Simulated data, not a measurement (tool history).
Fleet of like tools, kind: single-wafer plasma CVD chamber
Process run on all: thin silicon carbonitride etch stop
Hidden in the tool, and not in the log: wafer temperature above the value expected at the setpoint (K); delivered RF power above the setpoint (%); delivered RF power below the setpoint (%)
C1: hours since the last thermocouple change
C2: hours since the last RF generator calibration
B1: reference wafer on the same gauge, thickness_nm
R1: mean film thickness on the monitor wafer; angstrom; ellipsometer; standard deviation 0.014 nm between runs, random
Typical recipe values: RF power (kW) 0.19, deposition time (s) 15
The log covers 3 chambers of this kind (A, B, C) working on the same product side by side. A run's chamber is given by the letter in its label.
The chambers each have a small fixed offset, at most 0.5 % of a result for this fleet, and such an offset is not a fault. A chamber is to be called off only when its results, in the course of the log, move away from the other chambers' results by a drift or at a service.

run 1B day=0.467 | RF_power_(kW)=0.19 deposition_time_(s)=15 | C1=643.1 C2=286.4 | B1=7.5922 | R1=84.318
run 2A day=0.85 | RF_power_(kW)=0.19 deposition_time_(s)=15 | C1=944.3 C2=77.4 | B1=7.5925 | R1=83.846
run 3C day=1.083 | RF_power_(kW)=0.19 deposition_time_(s)=15 | C1=671.7 C2=1242.4 | B1=7.597 | R1=84.227
run 4C day=1.525 | RF_power_(kW)=0.19 deposition_time_(s)=15 | C1=682.3 C2=1253 | B1=7.5943 | R1=84.083
run 5B day=1.817 | RF_power_(kW)=0.19 deposition_time_(s)=15 | C1=675.5 C2=318.8 | B1=7.6002 | R1=84.663
run 6A day=2.079 | RF_power_(kW)=0.16 deposition_time_(s)=16.5 | C1=973.8 C2=106.9 | B1=7.6008 | R1=87.783
run 7B day=2.417 | RF_power_(kW)=0.16 deposition_time_(s)=16.5 | C1=689.9 C2=333.2 | B1=7.5998 | R1=88.231
run 8C day=2.862 | RF_power_(kW)=0.16 deposition_time_(s)=16.5 | C1=714.4 C2=1285.1 | B1=7.6081 | R1=87.853
run 9A day=3.35 | RF_power_(kW)=0.19 deposition_time_(s)=15 | C1=1004.3 C2=137.4 | B1=7.6093 | R1=84.108
run 10B day=3.788 | RF_power_(kW)=0.19 deposition_time_(s)=15 | C1=722.8 C2=366.1 | B1=7.6094 | R1=84.498
run 11C day=4.096 | RF_power_(kW)=0.19 deposition_time_(s)=15 | C1=744 C2=1314.7 | B1=7.612 | R1=84.238
run 12A day=4.417 | RF_power_(kW)=0.19 deposition_time_(s)=15 | C1=1029.9 C2=163 | B1=7.6138 | R1=84.119
run 13B day=4.65 | RF_power_(kW)=0.19 deposition_time_(s)=15 | C1=743.5 C2=386.8 | B1=7.6131 | R1=84.783
run 14C day=5.05 | RF_power_(kW)=0.19 deposition_time_(s)=15 | C1=766.9 C2=1337.6 | B1=7.6155 | R1=84.556
run 15A day=5.304 | RF_power_(kW)=0.19 deposition_time_(s)=15 | C1=1051.2 C2=184.3 | B1=7.6174 | R1=84.219
run 16A day=5.708 | RF_power_(kW)=0.19 deposition_time_(s)=15 | C1=1060.9 C2=194 | B1=7.6185 | R1=84.328
run 17B day=6.1 | RF_power_(kW)=0.19 deposition_time_(s)=15 | C1=778.3 C2=421.6 | B1=7.6207 | R1=85.064
run 18C day=6.571 | RF_power_(kW)=0.19 deposition_time_(s)=15 | C1=803.4 C2=1374.1 | B1=7.6254 | R1=84.39
run 19C day=6.879 | RF_power_(kW)=0.19 deposition_time_(s)=15 | C1=810.8 C2=1381.5 | B1=7.6286 | R1=84.407
run 20A day=7.367 | RF_power_(kW)=0.19 deposition_time_(s)=15 | C1=1100.7 C2=233.8 | B1=7.627 | R1=83.853
run 21B day=7.775 | RF_power_(kW)=0.19 deposition_time_(s)=17.6 | C1=818.5 C2=461.8 | B1=7.634 | R1=99.408
run 22B day=8.142 | RF_power_(kW)=0.19 deposition_time_(s)=17.6 | C1=827.3 C2=470.6 | B1=7.6326 | R1=99.399
run 23A day=8.475 | RF_power_(kW)=0.19 deposition_time_(s)=17.6 | C1=1127.3 C2=260.4 | B1=7.6348 | R1=98.73
run 24C day=8.796 | RF_power_(kW)=0.19 deposition_time_(s)=15 | C1=856.8 C2=1427.5 | B1=7.6362 | R1=84.624
run 25B day=9.1 | RF_power_(kW)=0.19 deposition_time_(s)=15 | C1=850.3 C2=493.6 | B1=7.6396 | R1=84.783
run 26A day=9.338 | RF_power_(kW)=0.19 deposition_time_(s)=15 | C1=1148 C2=281.1 | B1=7.6397 | R1=84.291
run 27C day=9.742 | RF_power_(kW)=0.19 deposition_time_(s)=15 | C1=879.5 C2=1450.2 | B1=7.6435 | R1=84.757

All 3 chambers run these settings next. Forecast each chamber's results:
run 28A day=10.088 | RF_power_(kW)=0.19 deposition_time_(s)=15 | R1=?
run 28B day=10.088 | RF_power_(kW)=0.19 deposition_time_(s)=15 | R1=?
run 28C day=10.088 | RF_power_(kW)=0.19 deposition_time_(s)=15 | R1=?

run=28A R1=84.434
run=28B R1=84.856
run=28C R1=84.598

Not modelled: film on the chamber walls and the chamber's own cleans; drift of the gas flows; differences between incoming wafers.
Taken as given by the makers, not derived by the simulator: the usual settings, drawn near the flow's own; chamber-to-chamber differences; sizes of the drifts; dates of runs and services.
